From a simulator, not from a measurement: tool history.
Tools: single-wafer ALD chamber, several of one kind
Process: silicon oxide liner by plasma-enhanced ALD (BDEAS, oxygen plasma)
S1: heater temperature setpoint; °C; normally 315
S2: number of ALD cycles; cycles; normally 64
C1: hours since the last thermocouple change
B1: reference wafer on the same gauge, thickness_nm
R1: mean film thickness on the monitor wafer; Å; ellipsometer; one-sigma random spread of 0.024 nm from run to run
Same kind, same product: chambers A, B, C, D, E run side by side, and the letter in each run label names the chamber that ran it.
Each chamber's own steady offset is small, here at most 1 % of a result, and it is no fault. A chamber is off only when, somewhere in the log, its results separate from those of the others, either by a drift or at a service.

run	hour	S1	S2	C1	B1	R1
1C	6.8	315	64	2100.8	5.5929	58.471
2E	11.2	315	64	682.7	5.5997	57.69
3A	15.7	315	64	417.8	5.5949	58.422
4B	21.2	315	64	248.3	5.5999	58.044
5D	29.3	315	64	852.2	5.6024	58.167
6B	35.1	315	64	262.2	5.5952	58.308
7D	39.9	315	64	862.8	5.5974	58.662
8C	45.2	315	64	2139.2	5.601	58.701
9E	52.9	323	64	724.4	5.5994	57.564
10A	60.2	323	64	462.3	5.6058	58.02
11E	67.1	323	64	738.6	5.6004	57.455
12B	74	323	64	301.1	5.6019	58.116
13C	80.1	323	64	2174.1	5.6007	58.007
14A	84.1	315	64	486.2	5.5947	58.304
15D	92	315	64	914.9	5.5991	58.095
16A	98.9	315	64	501	5.5984	58.491
17C	103.6	315	64	2197.6	5.6035	58.545
18E	107.6	315	64	779.1	5.5985	57.9
19B	112.5	315	57	339.6	5.6018	52.41
20D	119.6	315	57	942.5	5.5959	51.586
21A	128.2	315	57	530.3	5.5948	51.845
22D	136.3	315	57	959.2	5.5959	52.028
23B	142.8	315	57	369.9	5.6009	52.161
24C	151.1	315	64	2245.1	5.6003	58.636
25E	155.6	315	64	827.1	5.6004	57.783
26E	162.2	315	64	833.7	5.596	57.727
27D	167.5	325	64	990.4	5.605	57.528
28B	174.5	325	64	401.6	5.6011	57.615
29A	181.6	325	64	583.7	5.6005	57.54
30C	185.4	325	64	2279.4	5.5963	57.649
31C	193	325	64	2287	5.5983	58.06
32A	201.6	315	64	603.7	5.5958	57.998
33E	208.3	315	64	879.8	5.5986	57.814
34D	212	315	64	1034.9	5.6018	58.208
35B	216.5	315	64	443.6	5.5985	58.486
36C	220.8	315	64	2314.8	5.6028	58.548
37E	229.1	315	64	900.6	5.6042	57.859
38A	236.3	315	64	638.4	5.5994	58.276
39D	244.8	315	64	1067.7	5.6044	58.663
40B	249.1	324	57	476.2	5.6045	51.624
41C	253.9	324	57	2347.9	5.6047	51.664
42A	261.5	324	57	663.6	5.608	51.408

Is one chamber out of step, is the gauge drifting, or do the chambers differ by no more than their own small offsets? For an off chamber, give its letter and the likeliest cause.

The fleet is healthy, with each chamber sitting at its usual small offset and no drift in the gauge.
